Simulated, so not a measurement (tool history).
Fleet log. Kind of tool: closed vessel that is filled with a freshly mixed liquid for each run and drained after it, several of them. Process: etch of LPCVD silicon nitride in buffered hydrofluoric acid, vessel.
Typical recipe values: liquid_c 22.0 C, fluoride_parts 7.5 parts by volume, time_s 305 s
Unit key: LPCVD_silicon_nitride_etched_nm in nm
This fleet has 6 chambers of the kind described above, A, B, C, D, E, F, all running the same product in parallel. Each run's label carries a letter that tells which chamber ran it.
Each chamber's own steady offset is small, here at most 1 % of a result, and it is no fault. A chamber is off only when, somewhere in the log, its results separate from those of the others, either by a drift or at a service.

run	hour	liquid_c	fluoride_parts	time_s	hours since the thermometer was replaced	hours since the hydrofluoric acid flow meter was replaced	read-back film thickness of the LPCVD silicon nitride reference wafer, read on the same gauge (nm)	LPCVD_silicon_nitride_etched_nm
1D	4.8	22.0	7.5	305	434.4	1212.9	90.019	4.9279
2E	9.2	22.0	7.5	305	1087.7	302.8	89.997	5.0262
3F	14.5	22.0	7.5	305	611.9	977.8	90.016	4.9928
4A	19.4	22.0	7.5	305	837.3	876.2	90.003	4.9503
5C	23.6	22.0	7.5	305	552.5	1481.8	90.033	5.0217
6B	27.7	22.0	7.5	305	82.2	721.7	90.003	5.0133
7D	30.7	22.0	7.5	305	460.3	1238.8	89.997	4.9720
8F	33.7	22.0	10.0	305	631.1	997.0	89.987	3.8258
9A	36.7	22.0	10.0	305	854.6	893.5	90.000	3.8115
10B	42.4	22.0	10.0	305	96.9	736.4	90.012	3.9099
11C	45.6	22.0	10.0	305	574.5	1503.8	89.992	3.8504
12E	48.2	22.0	10.0	305	1126.7	341.8	90.039	3.7703
13F	54.0	22.0	10.0	305	651.4	1017.3	89.984	3.8501
14E	56.8	22.0	7.5	305	1135.3	350.4	90.027	4.8469
15B	61.7	22.0	7.5	305	116.2	755.7	90.006	5.0504
16A	64.7	22.0	7.5	305	882.6	921.5	90.007	5.0740
17C	68.6	22.0	7.5	305	597.5	1526.8	89.988	5.0510
18D	72.4	22.0	7.5	305	502.0	1280.5	90.012	5.0272
19F	75.0	22.0	7.5	305	672.4	1038.3	89.980	4.9729
20D	80.3	22.0	7.5	305	509.9	1288.4	89.996	4.9690
21E	83.0	22.0	7.5	305	1161.5	376.6	89.995	4.8908
22A	85.7	22.0	7.5	305	903.6	942.5	90.008	4.9681
23C	90.5	22.0	7.5	305	619.4	1548.7	90.001	5.1548
24B	95.1	22.0	7.5	305	149.6	789.1	90.014	5.1434
25F	99.0	24.0	5.0	305	696.4	1062.3	89.988	7.9943
26B	102.1	24.0	5.0	305	156.6	796.1	90.001	8.0655
27C	105.3	24.0	5.0	305	634.2	1563.5	89.991	8.1022
28D	111.1	24.0	5.0	305	540.7	1319.2	90.001	8.1190
29A	114.4	24.0	5.0	305	932.3	971.2	90.013	8.0029
30E	118.9	24.0	5.0	305	1197.4	412.5	89.984	7.8038
31F	124.8	22.0	7.5	305	722.2	1088.1	90.006	4.9303
32D	128.7	22.0	7.5	305	558.3	1336.8	90.002	4.9610
33A	133.9	22.0	7.5	465	951.8	990.7	89.995	7.7009
34C	138.7	22.0	7.5	465	667.6	1596.9	89.974	7.6652
35B	142.4	22.0	7.5	465	196.9	836.4	90.004	8.2046
36E	148.1	22.0	7.5	465	1226.6	441.7	90.006	7.4811
37F	152.9	22.0	7.5	465	750.3	1116.2	89.993	7.5757
38D	157.9	22.0	7.5	465	587.5	1366.0	90.019	7.5653
39A	161.5	20.5	5.0	305	979.4	1018.3	89.996	6.5787
40E	165.3	20.5	5.0	305	1243.8	458.9	89.987	6.5233
41B	169.8	20.5	5.0	305	224.3	863.8	89.988	7.1071
42C	174.7	20.5	5.0	305	703.6	1632.9	90.001	6.6617

One chamber off, gauge drift, or nothing amiss beyond the chambers' own small offsets? If it is a chamber, which one, and what is the likeliest cause?

One chamber, B, drifts off from the rest bit by bit.
Cause: hydrofluoric acid flow above the setpoint (%) = 8.69.
Not necessarily distinguishable in this log from: liquid hotter than its thermometer reads (K).

Chamber B could run next with any of the 4 candidate recipes listed below; each alters the usual settings, and their results appear as question marks. Which one brings its results back in line with what the other chambers deliver on the usual settings?
In line means no further than this from the other chambers' mean on the usual settings: LPCVD_silicon_nitride_etched_nm 0.1700 nm
43B-1	178.9	25.0	7.5	305				?
43B-2	178.9	22.0	8.0	275				?
43B-3	178.9	22.0	7.5	280				?
43B-4	178.9	22.0	7.5	330				?

Mean of the other chambers on the usual settings: LPCVD_silicon_nitride_etched_nm 5.0010 nm
run	LPCVD_silicon_nitride_etched_nm
43B-1	6.4157
43B-2	4.6027
43B-3	5.0048
43B-4	5.8985
43B-3 is the one that brings the chamber's results back in line with the other chambers.
